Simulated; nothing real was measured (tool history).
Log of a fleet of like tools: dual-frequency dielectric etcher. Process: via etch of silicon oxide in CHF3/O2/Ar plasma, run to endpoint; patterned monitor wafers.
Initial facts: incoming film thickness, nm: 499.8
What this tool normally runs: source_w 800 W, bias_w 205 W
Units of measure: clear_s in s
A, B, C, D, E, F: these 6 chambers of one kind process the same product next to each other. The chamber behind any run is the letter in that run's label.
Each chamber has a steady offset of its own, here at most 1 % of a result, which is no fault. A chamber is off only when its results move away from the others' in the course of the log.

Run 1A, hour 7.5: usual settings. Result: clear_s 217.75 s.
Run 2F, hour 15.8: usual settings. Result: clear_s 217.96 s.
Run 3E, hour 21.9: usual settings. Result: clear_s 216.61 s.
Run 4D, hour 28.7: usual settings. Result: clear_s 216.52 s.
Run 5C, hour 40.6: usual settings. Result: clear_s 215.05 s.
Run 6B, hour 51.1: usual settings. Result: clear_s 216.48 s.
Run 7F, hour 61.5: usual settings. Result: clear_s 216.99 s.
Run 8D, hour 67.2: usual settings but source_w 630 W. Result: clear_s 239.48 s.
Run 9C, hour 79.5: usual settings but source_w 630 W. Result: clear_s 236.03 s.
At hour 87.0: chamber F: bias power generator calibrated.
Run 10B, hour 91.5: usual settings but source_w 630 W. Result: clear_s 238.04 s.
At hour 93.7: chamber F: source power generator calibrated.
Run 11A, hour 103.3: usual settings but source_w 630 W. Result: clear_s 239.68 s.
At hour 112.0: chamber D: wet clean of the chamber.
Run 12E, hour 112.3: usual settings but source_w 630 W. Result: clear_s 236.85 s.
Run 13F, hour 122.9: usual settings but source_w 630 W. Result: clear_s 237.74 s.
Run 14D, hour 133.2: usual settings. Result: clear_s 218.22 s.
Run 15C, hour 138.8: usual settings but bias_w 248 W. Result: clear_s 201.29 s.
At hour 139.7: chamber C: wet clean of the chamber.
Run 16E, hour 144.6: usual settings but bias_w 248 W. Result: clear_s 203.40 s.
Run 17B, hour 156.4: usual settings but bias_w 248 W. Result: clear_s 202.37 s.
At hour 167.3: chamber D: bias power generator calibrated.
Run 18A, hour 167.3: usual settings but bias_w 248 W. Result: clear_s 203.58 s.
Run 19A, hour 179.7: usual settings but bias_w 248 W. Result: clear_s 203.44 s.
At hour 182.2: chamber E: wet clean of the chamber.
At hour 184.5: chamber A: wet clean of the chamber.
Run 20B, hour 187.1: usual settings but bias_w 248 W. Result: clear_s 200.47 s.
Run 21F, hour 196.1: usual settings. Result: clear_s 218.27 s.
Run 22C, hour 205.3: usual settings. Result: clear_s 214.40 s.
Run 23D, hour 214.3: usual settings. Result: clear_s 218.56 s.
Run 24E, hour 225.6: usual settings. Result: clear_s 216.69 s.
Run 25A, hour 235.4: usual settings but source_w 910 W. Result: clear_s 207.65 s.
Run 26C, hour 247.8: usual settings but source_w 910 W. Result: clear_s 204.20 s.
Run 27F, hour 259.5: usual settings but source_w 910 W. Result: clear_s 208.11 s.
Run 28D, hour 272.1: usual settings but source_w 910 W. Result: clear_s 208.36 s.
Run 29E, hour 284.4: usual settings but source_w 910 W. Result: clear_s 207.47 s.
Run 30B, hour 295.3: usual settings but source_w 910 W. Result: clear_s 201.01 s.
Run 31E, hour 305.8: usual settings. Result: clear_s 215.77 s.
Run 32B, hour 315.2: usual settings. Result: clear_s 211.66 s.
Run 33D, hour 326.7: usual settings. Result: clear_s 219.10 s.
Run 34C, hour 337.9: usual settings. Result: clear_s 213.49 s.
Run 35A, hour 348.6: usual settings. Result: clear_s 217.99 s.
Run 36F, hour 357.6: usual settings. Result: clear_s 216.73 s.
Run 37F, hour 366.6: usual settings. Result: clear_s 218.77 s.
Run 38B, hour 376.0: usual settings. Result: clear_s 208.61 s.
Run 39A, hour 381.8: usual settings. Result: clear_s 219.23 s.
Run 40D, hour 391.1: usual settings but bias_w 172 W. Result: clear_s 230.28 s.
Run 41E, hour 399.4: usual settings but bias_w 172 W. Result: clear_s 228.24 s.

What goes on in this fleet: one chamber off, a drifting gauge, or nothing beyond the chambers' own small offsets? Name the chamber and the cause, if any.

Chamber B drifts away from the others.
What lies behind it: etch rate over this chamber's usual, % = 3.96.

Which of the 4 candidates below, each the usual settings with something changed and its results left as question marks, puts chamber B back in line with what the other chambers give on the usual settings?
In line means no further than this from the other chambers' mean on the usual settings: clear_s 2.90 s
Run 42B-1, hour 408.4: usual settings but bias_w 182 W. Result: clear_s ?.
Run 42B-2, hour 408.4: usual settings but source_w 880 W, bias_w 223 W. Result: clear_s ?.
Run 42B-3, hour 408.4: usual settings but source_w 840 W, bias_w 215 W. Result: clear_s ?.
Run 42B-4, hour 408.4: usual settings but source_w 670 W. Result: clear_s ?.

What the other chambers average on the usual settings: clear_s 216.77 s
  run  clear_s
42B-1   216.89
42B-2   195.20
42B-3   201.20
42B-4   222.95
It is 42B-1 that realigns the chamber with its peers.
